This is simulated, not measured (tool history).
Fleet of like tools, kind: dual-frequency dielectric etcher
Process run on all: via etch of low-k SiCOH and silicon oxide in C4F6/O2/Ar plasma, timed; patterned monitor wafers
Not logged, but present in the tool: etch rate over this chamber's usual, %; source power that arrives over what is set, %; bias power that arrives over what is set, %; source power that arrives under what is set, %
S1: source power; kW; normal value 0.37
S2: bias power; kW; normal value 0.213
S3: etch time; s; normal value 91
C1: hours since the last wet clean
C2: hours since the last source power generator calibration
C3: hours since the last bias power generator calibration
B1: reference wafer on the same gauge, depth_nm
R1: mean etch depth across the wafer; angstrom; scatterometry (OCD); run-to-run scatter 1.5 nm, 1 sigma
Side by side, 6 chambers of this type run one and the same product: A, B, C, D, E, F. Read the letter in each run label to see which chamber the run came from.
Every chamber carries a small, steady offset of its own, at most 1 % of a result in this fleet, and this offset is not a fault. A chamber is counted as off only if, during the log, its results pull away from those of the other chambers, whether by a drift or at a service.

Run 1F, hour 12.7: usual settings; C1 301.9; C2 1378.7; C3 1698.8; B1 274.75. Result: R1 2646.2 angstrom.
Run 2C, hour 24.6: usual settings; C1 333.9; C2 1391.5; C3 1466.6; B1 274.91. Result: R1 2585.3 angstrom.
Run 3B, hour 34.6: usual settings; C1 59; C2 1864.2; C3 1552.1; B1 274.79. Result: R1 2618.7 angstrom.
Run 4E, hour 50: usual settings; C1 368.6; C2 729.9; C3 1425.1; B1 275.11. Result: R1 2631.5 angstrom.
Run 5D, hour 64: usual settings; C1 326; C2 2956.1; C3 2168.4; B1 275.06. Result: R1 2601.3 angstrom.
Run 6A, hour 71: usual settings; C1 290.6; C2 1269.8; C3 4210.6; B1 274.66. Result: R1 2606.2 angstrom.
Run 7B, hour 86.8: usual settings; C1 111.2; C2 1916.4; C3 1604.3; B1 275.22. Result: R1 2609.3 angstrom.
Run 8D, hour 94: usual settings; C1 356; C2 2986.1; C3 2198.4; B1 274.98. Result: R1 2610.8 angstrom.
At hour 97.1: chamber F: wet clean of the chamber.
Run 9E, hour 102.5: usual settings; C1 421.1; C2 782.4; C3 1477.6; B1 274.7. Result: R1 2590.6 angstrom.
Run 10F, hour 118.1: usual settings; C1 21.1; C2 1484.1; C3 1804.2; B1 274.76. Result: R1 2637.2 angstrom.
Run 11A, hour 127.3: usual settings; C1 346.9; C2 1326.1; C3 4266.9; B1 274.75. Result: R1 2601.8 angstrom.
Run 12C, hour 134.8: usual settings; C1 444.1; C2 1501.7; C3 1576.8; B1 275.49. Result: R1 2613.8 angstrom.
Run 13C, hour 142.7: usual settings; C1 452; C2 1509.6; C3 1584.7; B1 274.89. Result: R1 2631.2 angstrom.
Run 14D, hour 158: usual settings; C1 420; C2 3050.1; C3 2262.4; B1 275.49. Result: R1 2594.4 angstrom.
Run 15A, hour 169.2: usual settings; C1 388.8; C2 1368; C3 4308.8; B1 275.04. Result: R1 2621.8 angstrom.
Run 16B, hour 183.2: usual settings; C1 207.6; C2 2012.8; C3 1700.7; B1 275.7. Result: R1 2591.1 angstrom.
Run 17F, hour 198.8: usual settings; C1 101.8; C2 1564.8; C3 1884.9; B1 274.77. Result: R1 2619.5 angstrom.
Run 18E, hour 207.3: usual settings; C1 525.9; C2 887.2; C3 1582.4; B1 275.03. Result: R1 2617.3 angstrom.
Run 19C, hour 218.3: usual settings; C1 527.6; C2 1585.2; C3 1660.3; B1 275.2. Result: R1 2634 angstrom.
Run 20E, hour 225.3: usual settings but S1 0.45 kW, S3 113 s; C1 543.9; C2 905.2; C3 1600.4; B1 274.96. Result: R1 3534.7 angstrom.
At hour 232: chamber E: wet clean of the chamber.
At hour 236: chamber D: wet clean of the chamber.
Run 21F, hour 236.3: usual settings but S1 0.45 kW, S3 113 s; C1 139.3; C2 1602.3; C3 1922.4; B1 274.93. Result: R1 3520.8 angstrom.
Run 22B, hour 244.7: usual settings but S1 0.45 kW, S3 113 s; C1 269.1; C2 2074.3; C3 1762.2; B1 274.84. Result: R1 3493.8 angstrom.
Run 23A, hour 257.4: usual settings but S1 0.45 kW, S3 113 s; C1 477; C2 1456.2; C3 4397; B1 274.86. Result: R1 3495.5 angstrom.
Run 24D, hour 272.3: usual settings but S1 0.45 kW, S3 113 s; C1 36.3; C2 3164.4; C3 2376.7; B1 274.76. Result: R1 3524.8 angstrom.
Run 25A, hour 286.3: usual settings but S1 0.45 kW, S3 113 s; C1 505.9; C2 1485.1; C3 4425.9; B1 274.99. Result: R1 3472.4 angstrom.
Run 26B, hour 295.3: usual settings; C1 319.7; C2 2124.9; C3 1812.8; B1 274.78. Result: R1 2617.4 angstrom.
Run 27E, hour 303.8: usual settings but S1 0.33 kW, S3 66 s; C1 71.8; C2 983.7; C3 1678.9; B1 275.17. Result: R1 1824.1 angstrom.
At hour 306.2: chamber E: bias power generator calibrated.
Run 28C, hour 315.6: usual settings but S1 0.33 kW, S3 66 s; C1 624.9; C2 1682.5; C3 1757.6; B1 274.85. Result: R1 1848.1 angstrom.
Run 29D, hour 330.9: usual settings but S1 0.33 kW, S3 66 s; C1 94.9; C2 3223; C3 2435.3; B1 274.73. Result: R1 1797.3 angstrom.
Run 30F, hour 345.7: usual settings but S1 0.33 kW, S3 66 s; C1 248.7; C2 1711.7; C3 2031.8; B1 274.65. Result: R1 1838.7 angstrom.
Run 31D, hour 356.3: usual settings but S1 0.33 kW, S3 66 s; C1 120.3; C2 3248.4; C3 2460.7; B1 275.03. Result: R1 1815.4 angstrom.
At hour 367.8: chamber A: bias power generator calibrated.
Run 32A, hour 370.2: usual settings but S1 0.33 kW, S3 66 s; C1 589.8; C2 1569; C3 2.5; B1 274.96. Result: R1 1831.9 angstrom.
At hour 375.8: chamber A: wet clean of the chamber.
Run 33E, hour 377.8: usual settings; C1 145.8; C2 1057.7; C3 71.6; B1 274.97. Result: R1 2622.1 angstrom.
Run 34F, hour 384.6: usual settings; C1 287.6; C2 1750.6; C3 2070.7; B1 275.32. Result: R1 2624.4 angstrom.
Run 35C, hour 394.7: usual settings but S1 0.33 kW; C1 704; C2 1761.6; C3 1836.7; B1 275.48. Result: R1 2529 angstrom.
Run 36B, hour 402.4: usual settings but S1 0.33 kW; C1 426.8; C2 2232; C3 1919.9; B1 274.59. Result: R1 2510.3 angstrom.
Run 37A, hour 415.3: usual settings but S1 0.33 kW; C1 39.6; C2 1614.1; C3 47.6; B1 274.88. Result: R1 2510 angstrom.
Run 38F, hour 429.8: usual settings but S1 0.33 kW; C1 332.8; C2 1795.8; C3 2115.9; B1 275.28. Result: R1 2563.7 angstrom.
Run 39B, hour 444.5: usual settings but S1 0.33 kW; C1 468.9; C2 2274.1; C3 1962; B1 274.92. Result: R1 2485 angstrom.
Run 40D, hour 458.7: usual settings but S1 0.33 kW; C1 222.7; C2 3350.8; C3 2563.1; B1 275.59. Result: R1 2490.3 angstrom.
Run 41E, hour 470.1: usual settings but S1 0.32 kW, S2 0.196 kW; C1 238.1; C2 1150; C3 163.9; B1 275.58. Result: R1 2399 angstrom.

Is one chamber off against the others, does the gauge drift, or is nothing wrong? If a chamber is off, say which, and what the likeliest cause is.

One chamber, C, drifts off from the rest bit by bit.
Likeliest cause: etch rate over this chamber's usual, % = 3.23.

Here are 4 candidates for chamber C's next run, each the usual settings with a change, their results left as question marks. Which one brings its results back in line with what the others give on the usual settings?
In line here means within this much of the mean the other chambers give on the usual settings: R1 54 angstrom
Run 42C-1, hour 481.4: usual settings but S1 0.36 kW, S2 0.21 kW, S3 86 s. Result: R1 ?.
Run 42C-2, hour 481.4: usual settings but S2 0.194 kW. Result: R1 ?.
Run 42C-3, hour 481.4: usual settings but S3 97 s. Result: R1 ?.
Run 42C-4, hour 481.4: usual settings but S1 0.39 kW, S2 0.221 kW. Result: R1 ?.

What the other chambers average on the usual settings: R1 2617.4 angstrom
  run      R1
42C-1  2490.7
42C-2  2595.6
42C-3  2851.9
42C-4  2762.8
The answer is 42C-2, which returns the chamber to within the allowed miss of the others.
